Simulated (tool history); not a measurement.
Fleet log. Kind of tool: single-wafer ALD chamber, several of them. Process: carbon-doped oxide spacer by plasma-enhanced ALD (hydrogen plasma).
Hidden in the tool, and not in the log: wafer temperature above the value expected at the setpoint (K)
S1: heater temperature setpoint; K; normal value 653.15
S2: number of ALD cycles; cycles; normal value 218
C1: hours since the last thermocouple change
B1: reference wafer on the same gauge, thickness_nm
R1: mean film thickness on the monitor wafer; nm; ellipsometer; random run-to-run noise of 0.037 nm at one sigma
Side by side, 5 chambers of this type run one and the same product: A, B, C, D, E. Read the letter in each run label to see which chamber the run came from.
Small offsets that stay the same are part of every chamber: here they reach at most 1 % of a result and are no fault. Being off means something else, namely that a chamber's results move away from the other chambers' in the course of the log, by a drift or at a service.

run   hour      S1   S2      C1      B1      R1
 1A    5.7  653.15  218   675.7  12.107  10.975
 2D   11.1  653.15  218  1287.7    12.1  10.977
 3B   14.7  653.15  218   306.2  12.102  10.838
 4E   17.2  653.15  218     809   12.09  10.866
 5C   22.7  653.15  218    1180  12.095  10.889
 6C   27.5  653.15  218  1184.8   12.11  10.945
 7A   30.3  653.15  218   700.3  12.094  10.918
 8E   34.2  662.15  202     826  12.099  10.099
 9D   36.7  662.15  202  1313.3  12.097  10.202
10B   41.7  662.15  202   333.2  12.103  10.035
11C   46.4  662.15  202  1203.7  12.098  10.041
12E   49.7  662.15  202   841.5  12.097  10.127
13B   53.4  653.15  218   344.9  12.095  10.826
14D     58  653.15  218  1334.6  12.103  10.997
15A   63.5  653.15  218   733.5  12.095  10.985
16E   66.8  653.15  218   858.6  12.099  10.922
17B   72.5  653.15  218     364  12.094  10.847
18C   77.6  653.15  218  1234.9  12.094  10.907
19A   80.1  653.15  218   750.1  12.094  10.939
20D   84.2  653.15  218  1360.8  12.104  10.952
21D     88  653.15  218  1364.6    12.1  10.938
22B   90.6  653.15  218   382.1  12.102  10.921
23C   94.3  653.15  218  1251.6  12.109  10.887
24A   98.5  653.15  218   768.5  12.096   10.98
25E  104.3  653.15  218   896.1  12.107  10.924
26E  109.6  653.15  218   901.4  12.104   10.86
27A  112.8  653.15  218   782.8  12.108  10.949
28B  117.2  653.15  218   408.7  12.104  10.781
29C  119.7  664.15  190    1277  12.095  9.5306
30D  122.8  664.15  190  1399.4  12.091  9.6086
31B  127.3  664.15  190   418.8  12.101  9.4528
32A  131.1  664.15  190   801.1  12.095  9.5646
33D  136.6  664.15  190  1413.2  12.095  9.6002
34C  140.7  648.15  218    1298  12.095  10.889
35E  146.3  648.15  218   938.1  12.098  10.944
36A  149.3  648.15  218   819.3  12.103  10.975
37E  153.8  648.15  218   945.6  12.105  10.857
38D  158.7  648.15  218  1435.3  12.099  10.981
39C  163.4  653.15  218  1320.7  12.105  10.935

All 5 chambers run these settings next. Forecast each chamber's results:
40A  167.5  653.15  218           ?
40B  167.5  653.15  218           ?
40C  167.5  653.15  218           ?
40D  167.5  653.15  218           ?
40E  167.5  653.15  218           ?

run      R1
40A  10.897
40B  10.872
40C  10.898
40D  11.005
40E  10.945

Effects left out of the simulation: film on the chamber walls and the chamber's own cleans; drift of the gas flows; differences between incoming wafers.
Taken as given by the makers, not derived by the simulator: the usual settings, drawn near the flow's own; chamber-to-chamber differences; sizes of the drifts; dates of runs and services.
